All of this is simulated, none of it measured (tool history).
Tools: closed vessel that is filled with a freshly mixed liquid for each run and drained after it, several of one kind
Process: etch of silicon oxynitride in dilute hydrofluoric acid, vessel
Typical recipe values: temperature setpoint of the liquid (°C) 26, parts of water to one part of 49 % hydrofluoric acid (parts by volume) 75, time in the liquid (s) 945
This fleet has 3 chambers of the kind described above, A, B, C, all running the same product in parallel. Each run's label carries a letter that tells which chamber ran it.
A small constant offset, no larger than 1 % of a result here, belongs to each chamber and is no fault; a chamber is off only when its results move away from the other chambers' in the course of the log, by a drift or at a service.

| run | hour | temperature setpoint of the liquid (°C) | parts of water to one part of 49 % hydrofluoric acid (parts by volume) | time in the liquid (s) | read-back film thickness of the silicon oxynitride reference wafer, read on the same gauge (nm) | thickness taken off the silicon oxynitride on a monitor wafer (nm) |
|---|---|---|---|---|---|---|
| 1B | 6.0 | 26 | 75 | 945 | 110.02 | 35.837 |
| 2A | 11.1 | 26 | 75 | 945 | 110.01 | 35.718 |
| 3C | 14.6 | 26 | 75 | 945 | 110.00 | 35.752 |
| 4B | 17.8 | 26 | 75 | 945 | 110.00 | 35.791 |
| 5A | 22.1 | 26 | 75 | 945 | 109.97 | 35.555 |
| 6C | 27.5 | 26 | 75 | 945 | 110.03 | 35.493 |
| 7B | 31.8 | 26 | 75 | 945 | 110.02 | 35.888 |
| 8C | 36.8 | 26 | 40 | 945 | 109.99 | 68.832 |
| 9A | 41.7 | 26 | 40 | 945 | 109.99 | 67.745 |
| 10C | 47.8 | 26 | 40 | 945 | 110.01 | 69.040 |
| 11B | 53.7 | 26 | 75 | 945 | 109.98 | 36.043 |
| 12A | 56.7 | 26 | 75 | 945 | 110.00 | 35.510 |
| 13B | 62.3 | 26 | 75 | 945 | 109.97 | 35.940 |
| 14A | 66.8 | 26 | 75 | 945 | 109.98 | 35.397 |
| 15C | 70.0 | 26 | 75 | 945 | 109.97 | 35.893 |
| 16B | 74.6 | 26 | 75 | 945 | 109.99 | 36.083 |
| 17A | 79.6 | 26 | 75 | 945 | 110.00 | 35.608 |
| 18C | 83.1 | 26 | 75 | 945 | 110.00 | 35.830 |
| 19C | 86.3 | 26 | 75 | 945 | 109.99 | 35.583 |
| 20B | 91.4 | 26 | 75 | 945 | 110.01 | 35.937 |
| 21A | 95.2 | 26 | 75 | 945 | 109.98 | 35.513 |
| 22B | 101.6 | 26 | 75 | 945 | 110.00 | 36.095 |

Decide between three cases: one chamber stands off from its peers, the gauge reading all wafers drifts, or nothing is wrong past each chamber's small offset. Where a chamber is off, say which and what most likely put it there.

Beyond each chamber's small constant offset nothing stands out, and the gauge stays steady.

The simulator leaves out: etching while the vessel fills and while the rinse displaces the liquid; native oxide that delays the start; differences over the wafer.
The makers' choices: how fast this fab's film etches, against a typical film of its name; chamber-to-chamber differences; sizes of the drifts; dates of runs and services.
